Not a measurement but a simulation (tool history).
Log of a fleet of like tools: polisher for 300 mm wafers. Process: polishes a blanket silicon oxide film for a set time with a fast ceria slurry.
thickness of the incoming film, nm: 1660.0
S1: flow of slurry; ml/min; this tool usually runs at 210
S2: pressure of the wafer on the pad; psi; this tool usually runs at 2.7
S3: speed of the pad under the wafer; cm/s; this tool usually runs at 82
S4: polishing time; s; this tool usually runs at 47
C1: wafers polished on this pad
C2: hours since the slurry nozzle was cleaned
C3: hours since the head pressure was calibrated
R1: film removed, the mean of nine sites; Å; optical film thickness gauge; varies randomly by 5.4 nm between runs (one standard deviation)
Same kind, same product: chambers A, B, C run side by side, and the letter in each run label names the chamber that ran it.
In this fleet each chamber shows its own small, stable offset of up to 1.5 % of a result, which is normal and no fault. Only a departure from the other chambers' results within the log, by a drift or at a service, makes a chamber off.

{"run": "1C", "hour": 4.4, "S1": 210, "S2": 2.7, "S3": 82, "S4": 47, "C1": 1332, "C2": 80.9, "C3": 737.2, "R1": 6336.8}
{"run": "2B", "hour": 8.5, "S1": 210, "S2": 2.7, "S3": 82, "S4": 47, "C1": 913, "C2": 96.4, "C3": 361.9, "R1": 6305.7}
{"run": "3A", "hour": 12.0, "S1": 210, "S2": 2.7, "S3": 82, "S4": 47, "C1": 713, "C2": 30.2, "C3": 483.7, "R1": 6416.2}
{"run": "4A", "hour": 15.5, "S1": 210, "S2": 2.7, "S3": 82, "S4": 47, "C1": 740, "C2": 33.7, "C3": 487.2, "R1": 6496.9}
{"hour": 18.0, "done": "chamber C: worn pad replaced by a new one"}
{"run": "5B", "hour": 19.5, "S1": 210, "S2": 2.7, "S3": 82, "S4": 47, "C1": 999, "C2": 107.4, "C3": 372.9, "R1": 6306.4}
{"run": "6C", "hour": 23.6, "S1": 210, "S2": 2.7, "S3": 82, "S4": 47, "C1": 44, "C2": 100.1, "C3": 756.4, "R1": 6433.1}
{"run": "7B", "hour": 26.2, "S1": 210, "S2": 2.7, "S3": 82, "S4": 47, "C1": 1051, "C2": 114.1, "C3": 379.6, "R1": 6275.1}
{"run": "8A", "hour": 28.5, "S1": 210, "S2": 2.7, "S3": 82, "S4": 47, "C1": 842, "C2": 46.7, "C3": 500.2, "R1": 6414.3}
{"run": "9C", "hour": 32.9, "S1": 210, "S2": 2.7, "S3": 82, "S4": 47, "C1": 116, "C2": 109.4, "C3": 765.7, "R1": 6365.9}
{"run": "10A", "hour": 35.1, "S1": 210, "S2": 2.7, "S3": 82, "S4": 47, "C1": 893, "C2": 53.3, "C3": 506.8, "R1": 6519.2}
{"hour": 35.9, "done": "chamber B: worn pad replaced by a new one"}
{"run": "11C", "hour": 37.6, "S1": 210, "S2": 2.7, "S3": 82, "S4": 47, "C1": 153, "C2": 114.1, "C3": 770.4, "R1": 6401}
{"run": "12B", "hour": 41.8, "S1": 210, "S2": 2.7, "S3": 82, "S4": 47, "C1": 46, "C2": 129.7, "C3": 395.2, "R1": 6450.3}
{"run": "13A", "hour": 45.3, "S1": 210, "S2": 2.7, "S3": 82, "S4": 47, "C1": 973, "C2": 63.5, "C3": 517, "R1": 6402.7}
{"hour": 48.5, "done": "chamber A: worn pad replaced by a new one"}
{"run": "14C", "hour": 49.1, "S1": 210, "S2": 2.7, "S3": 100, "S4": 47, "C1": 243, "C2": 125.6, "C3": 781.9, "R1": 7835.3}
{"run": "15B", "hour": 53.8, "S1": 210, "S2": 2.7, "S3": 100, "S4": 47, "C1": 139, "C2": 141.7, "C3": 407.2, "R1": 7824.9}
{"run": "16A", "hour": 58.3, "S1": 210, "S2": 2.7, "S3": 100, "S4": 47, "C1": 76, "C2": 76.5, "C3": 530, "R1": 7828.6}
{"run": "17B", "hour": 60.4, "S1": 210, "S2": 2.7, "S3": 58, "S4": 47, "C1": 191, "C2": 148.3, "C3": 413.8, "R1": 4617.9}
{"run": "18C", "hour": 62.4, "S1": 210, "S2": 2.7, "S3": 58, "S4": 47, "C1": 346, "C2": 138.9, "C3": 795.2, "R1": 4457.1}
{"run": "19A", "hour": 65.8, "S1": 210, "S2": 2.7, "S3": 58, "S4": 47, "C1": 135, "C2": 84, "C3": 537.5, "R1": 4599.7}
{"run": "20C", "hour": 68.0, "S1": 210, "S2": 2.7, "S3": 82, "S4": 47, "C1": 390, "C2": 144.5, "C3": 800.8, "R1": 6313.6}
{"run": "21B", "hour": 71.3, "S1": 210, "S2": 2.7, "S3": 82, "S4": 47, "C1": 276, "C2": 159.2, "C3": 424.7, "R1": 6590.4}
{"run": "22B", "hour": 74.9, "S1": 210, "S2": 1.9, "S3": 70, "S4": 47, "C1": 304, "C2": 162.8, "C3": 428.3, "R1": 3980.5}
{"run": "23C", "hour": 79.4, "S1": 210, "S2": 1.9, "S3": 70, "S4": 47, "C1": 479, "C2": 155.9, "C3": 812.2, "R1": 3833.7}
{"run": "24A", "hour": 82.9, "S1": 210, "S2": 1.9, "S3": 70, "S4": 47, "C1": 268, "C2": 101.1, "C3": 554.6, "R1": 3857.1}
{"run": "25C", "hour": 85.3, "S1": 210, "S2": 2.7, "S3": 82, "S4": 47, "C1": 525, "C2": 161.8, "C3": 818.1, "R1": 6407.3}
{"run": "26B", "hour": 88.0, "S1": 210, "S2": 2.7, "S3": 82, "S4": 47, "C1": 406, "C2": 175.9, "C3": 441.4, "R1": 6551.3}
{"run": "27A", "hour": 90.6, "S1": 210, "S2": 2.7, "S3": 82, "S4": 47, "C1": 328, "C2": 108.8, "C3": 562.3, "R1": 6517.9}
{"run": "28C", "hour": 95.3, "S1": 210, "S2": 2.7, "S3": 82, "S4": 47, "C1": 603, "C2": 171.8, "C3": 828.1, "R1": 6404.2}
{"run": "29B", "hour": 99.5, "S1": 210, "S2": 2.7, "S3": 82, "S4": 47, "C1": 496, "C2": 187.4, "C3": 452.9, "R1": 6587.9}
{"run": "30A", "hour": 103.2, "S1": 210, "S2": 2.7, "S3": 82, "S4": 47, "C1": 427, "C2": 121.4, "C3": 574.9, "R1": 6499.8}
{"run": "31C", "hour": 106.4, "S1": 210, "S2": 2.7, "S3": 82, "S4": 47, "C1": 690, "C2": 182.9, "C3": 839.2, "R1": 6484.7}
{"run": "32A", "hour": 109.7, "S1": 210, "S2": 2.7, "S3": 82, "S4": 47, "C1": 477, "C2": 127.9, "C3": 581.4, "R1": 6499.9}
{"run": "33B", "hour": 112.8, "S1": 210, "S2": 2.7, "S3": 82, "S4": 47, "C1": 600, "C2": 200.7, "C3": 466.2, "R1": 6835.2}
{"run": "34A", "hour": 116.3, "S1": 210, "S2": 2.7, "S3": 82, "S4": 47, "C1": 529, "C2": 134.5, "C3": 588, "R1": 6452.2}
{"run": "35B", "hour": 119.2, "S1": 210, "S2": 2.7, "S3": 82, "S4": 47, "C1": 650, "C2": 207.1, "C3": 472.6, "R1": 6781.6}
{"run": "36C", "hour": 122.2, "S1": 210, "S2": 2.7, "S3": 82, "S4": 47, "C1": 813, "C2": 198.7, "C3": 855, "R1": 6316.1}
{"run": "37B", "hour": 126.2, "S1": 210, "S2": 2.7, "S3": 82, "S4": 47, "C1": 704, "C2": 214.1, "C3": 479.6, "R1": 6804.4}
{"run": "38C", "hour": 130.2, "S1": 210, "S2": 2.7, "S3": 82, "S4": 47, "C1": 876, "C2": 206.7, "C3": 863, "R1": 6380.5}
{"run": "39A", "hour": 134.0, "S1": 210, "S2": 2.7, "S3": 82, "S4": 47, "C1": 667, "C2": 152.2, "C3": 605.7, "R1": 6380.2}
{"run": "40B", "hour": 136.1, "S1": 210, "S2": 2.7, "S3": 82, "S4": 47, "C1": 782, "C2": 224, "C3": 489.5, "R1": 6812.1}
{"run": "41C", "hour": 139.8, "S1": 230, "S2": 2.7, "S3": 102, "S4": 47, "C1": 951, "C2": 216.3, "C3": 872.6, "R1": 8004.1}
{"run": "42A", "hour": 144.3, "S1": 230, "S2": 2.7, "S3": 102, "S4": 47, "C1": 747, "C2": 162.5, "C3": 616, "R1": 8124.4}
{"run": "43A", "hour": 147.1, "S1": 230, "S2": 2.7, "S3": 102, "S4": 47, "C1": 769, "C2": 165.3, "C3": 618.8, "R1": 8155.2}
{"run": "44B", "hour": 150.4, "S1": 210, "S2": 2.7, "S3": 82, "S4": 47, "C1": 893, "C2": 238.3, "C3": 503.8, "R1": 6917.2}

What goes on in this fleet: one chamber off, a drifting gauge, or nothing beyond the chambers' own small offsets? Name the chamber and the cause, if any.

Little by little, chamber B moves away from the other chambers.
Most likely cause: head's pressure above its setpoint, % = 9.08.

Which of the 4 candidates below, each the usual settings with something changed and its results left as question marks, puts chamber B back in line with what the other chambers give on the usual settings?
A result is in line if it is within this distance of the other chambers' mean on the usual settings: R1 190 Å
{"run": "45B-1", "hour": 153.8, "S1": 210, "S2": 2.8, "S3": 84, "S4": 48, "R1": "?"}
{"run": "45B-2", "hour": 153.8, "S1": 210, "S2": 2.7, "S3": 84, "S4": 47, "R1": "?"}
{"run": "45B-3", "hour": 153.8, "S1": 210, "S2": 2.7, "S3": 82, "S4": 46, "R1": "?"}
{"run": "45B-4", "hour": 153.8, "S1": 210, "S2": 2.7, "S3": 80, "S4": 45, "R1": "?"}

On the usual settings, the other chambers give on average: R1 6406 Å
run=45B-1 R1=7500.3
run=45B-2 R1=7084.1
run=45B-3 R1=6770.7
run=45B-4 R1=6464.4
45B-4 puts the chamber back in line with the other chambers.
